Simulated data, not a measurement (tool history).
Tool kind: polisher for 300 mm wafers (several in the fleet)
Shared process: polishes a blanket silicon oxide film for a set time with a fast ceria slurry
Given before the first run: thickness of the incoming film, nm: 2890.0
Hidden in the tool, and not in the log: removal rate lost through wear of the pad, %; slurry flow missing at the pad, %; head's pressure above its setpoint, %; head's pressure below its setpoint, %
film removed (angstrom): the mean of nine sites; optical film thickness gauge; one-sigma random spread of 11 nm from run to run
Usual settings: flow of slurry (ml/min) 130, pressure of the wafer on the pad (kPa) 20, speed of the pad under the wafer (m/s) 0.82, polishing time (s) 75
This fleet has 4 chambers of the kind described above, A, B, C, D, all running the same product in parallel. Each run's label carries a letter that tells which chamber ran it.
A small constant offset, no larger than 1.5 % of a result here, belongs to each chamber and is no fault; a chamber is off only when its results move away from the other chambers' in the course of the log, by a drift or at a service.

run   hour  flow of slurry (ml/min)  pressure of the wafer on the pad (kPa)  speed of the pad under the wafer (m/s)  polishing time (s)  wafers polished on this pad  hours since the slurry nozzle was cleaned  hours since the head pressure was calibrated  film removed (angstrom)
 1B    8.4                      130                                      20                                    0.82                  75                          323                                      523.4                                           493                   8833.7
 2A     14                      130                                      20                                    0.82                  75                          639                                      339.7                                          1173                     9088
 3D   22.2                      130                                      20                                    0.82                  75                          563                                      741.6                                         189.1                   9234.1
 4C   28.2                      130                                      20                                    0.82                  75                          381                                       34.3                                        1127.5                   9229.2
 5B   33.1                      130                                      20                                    0.82                  75                          476                                      548.1                                         517.7                   9015.7
 6D   42.1                      130                                      20                                    0.82                  75                          686                                      761.5                                           209                   9343.3
 7A   47.6                      130                                      20                                    0.82                  90                          847                                      373.3                                        1206.6                    10994
 8C   56.2                      130                                      20                                    0.82                  90                          554                                       62.3                                        1155.5                    10907
 9B   62.4                      130                                      20                                    0.82                  90                          657                                      577.4                                           547                    10926
10C   68.9                      130                                      20                                    0.82                  90                          633                                         75                                        1168.2                    10881
11D   73.5                      130                                      20                                    0.82                  75                          881                                      792.9                                         240.4                   9069.9
12A   78.2                      130                                      20                                    0.82                  75                         1037                                      403.9                                        1237.2                   9205.6
        86  -- chamber D: worn pad replaced by a new one
13D   86.8                      130                                      20                                    0.82                  75                            5                                      806.2                                         253.7                   9075.2
        91  -- chamber B: worn pad replaced by a new one
      91.5  -- chamber C: head pressure recalibrated
      94.7  -- chamber C: worn pad replaced by a new one
14B   95.4                      130                                      20                                    0.82                  75                           27                                      610.4                                           580                   9103.9
15A  100.7                      130                                      20                                    0.82                  75                         1176                                      426.4                                        1259.7                   9298.3
     101.1  -- chamber B: slurry nozzle cleaned
16C  108.9                      130                                      20                                    0.82                  75                           88                                        115                                          17.5                   9016.2
17D  117.1                      155                                    16.5                                    0.82                  75                          193                                      836.5                                           284                   7830.4
18C  125.5                      155                                    16.5                                    0.82                  75                          191                                      131.6                                          34.1                   7770.6
       129  -- chamber D: head pressure recalibrated
19B  134.5                      155                                    16.5                                    0.82                  75                          269                                       33.4                                         619.1                   7900.8
20A  141.9                      155                                    16.5                                    0.82                  75                         1432                                      467.6                                        1300.9                   7791.8
     146.1  -- chamber A: worn pad replaced by a new one
21C  147.8                      130                                      20                                    0.82                  75                          329                                      153.9                                          56.4                     9297
22B    157                      160                                      20                                    0.82                  75                          409                                       55.9                                         641.6                   9315.8
23A    165                      160                                      20                                    0.82                  75                          117                                      490.7                                          1324                   9301.1
24D  172.5                      160                                      20                                    0.82                  75                          536                                      891.9                                          43.6                   9349.8
25A  179.4                      160                                      20                                    0.82                  75                          206                                      505.1                                        1338.4                     9547
26C  184.8                      130                                      20                                    0.82                  75                          558                                      190.9                                          93.4                   8997.3
27D  189.6                      130                                      20                                    0.82                  75                          642                                        909                                          60.7                   9139.8
     191.7  -- chamber D: slurry nozzle cleaned
28B  197.1                      130                                      20                                    0.82                  75                          657                                         96                                         681.7                   9023.6
29D    202                      130                                      20                                    0.82                  75                          719                                       10.4                                          73.1                   9366.4
30B  206.5                      130                                      20                                    0.82                  52                          715                                      105.4                                         691.1                   6300.3

One chamber off, gauge drift, or nothing amiss beyond the chambers' own small offsets? If it is a chamber, which one, and what is the likeliest cause?

No chamber stands off beyond its own small offset, and the gauge holds steady.

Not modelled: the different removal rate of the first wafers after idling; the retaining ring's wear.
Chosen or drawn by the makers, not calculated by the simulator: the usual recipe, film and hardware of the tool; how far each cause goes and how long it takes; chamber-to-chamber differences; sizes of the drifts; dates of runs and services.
